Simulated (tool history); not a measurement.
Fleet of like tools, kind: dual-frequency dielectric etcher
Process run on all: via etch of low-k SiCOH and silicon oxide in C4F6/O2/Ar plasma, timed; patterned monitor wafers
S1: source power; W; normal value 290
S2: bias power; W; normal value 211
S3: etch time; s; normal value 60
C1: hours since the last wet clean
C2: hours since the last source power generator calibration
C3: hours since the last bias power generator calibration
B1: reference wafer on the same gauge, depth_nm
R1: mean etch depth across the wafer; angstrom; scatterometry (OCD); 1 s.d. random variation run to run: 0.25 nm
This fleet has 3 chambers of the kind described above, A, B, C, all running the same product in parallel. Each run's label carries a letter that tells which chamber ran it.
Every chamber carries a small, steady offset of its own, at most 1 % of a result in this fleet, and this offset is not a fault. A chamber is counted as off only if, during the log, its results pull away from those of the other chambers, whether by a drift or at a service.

run   hour   S1   S2    S3     C1      C2      C3      B1      R1
 1A   11.8  290  211    60  288.1    24.8  1701.6  170.92  1462.7
        16  -- chamber B: wet clean of the chamber
 2C   22.5  290  211    60  296.1  1808.2  1723.5  170.97  1440.5
 3B   35.7  290  211    60   19.7   802.8  1842.2  170.91  1453.2
 4A   47.9  290  211    60  324.2    60.9  1737.7  170.85  1462.1
 5C   60.8  290  211    60  334.4  1846.5  1761.8  170.79  1439.4
 6B     70  290  211    60     54   837.1  1876.5  170.78  1457.2
 7C   77.5  290  211    60  351.1  1863.2  1778.5  170.71  1439.2
 8B   86.5  290  211    60   70.5   853.6    1893  170.69  1453.8
      87.4  -- chamber A: wet clean of the chamber
 9A   95.1  290  211    60    7.7   108.1  1784.9  170.57  1460.3
10B  103.9  290  211    60   87.9     871  1910.4  170.63  1448.5
11C  117.8  290  211    60  391.4  1903.5  1818.8  170.54  1437.2
12A    131  290  211    60   43.6     144  1820.8  170.53  1464.5
13B  144.9  310  211  50.5  128.9     912  1951.4  170.53  1256.2
14A  152.4  310  211  50.5     65   165.4  1842.2  170.43  1258.8
15C  168.6  310  211  50.5  442.2  1954.3  1869.6  170.38  1242.9
16B  182.9  290  211    60  166.9     950  1989.4  170.38  1445.3
17A  198.9  290  211    60  111.5   211.9  1888.7  170.32  1459.7
18C  209.4  290  179    69    483  1995.1  1910.4  170.26  1559.5
19C  216.9  290  179    69  490.5  2002.6  1917.9  170.23  1562.1
20B  224.4  290  179    69  208.4   991.5  2030.9   170.1  1583.4
     234.1  -- chamber C: wet clean of the chamber
21A  239.4  290  211    60    152   252.4  1929.2  170.07  1456.1
22A  251.1  290  211    60  163.7   264.1  1940.9  170.12  1455.8
23C  266.2  290  211    60   32.2  2051.9  1967.2  169.96  1434.7
24B    278  220  239    60    262  1045.1  2084.5     170  1357.1
25B  287.8  220  239    60  271.8  1054.9  2094.3  169.89  1361.8
26A    303  220  239    60  215.6     316  1992.8  169.96  1363.3
27C    311  260  211    60     77  2096.7    2012  169.78  1374.6

All 3 chambers run these settings next. Forecast each chamber's results:
28A   323  290  211  60                   ?
28B   323  290  211  60                   ?
28C   323  290  211  60                   ?

run      R1
28A  1453.4
28B  1446.8
28C  1431.8
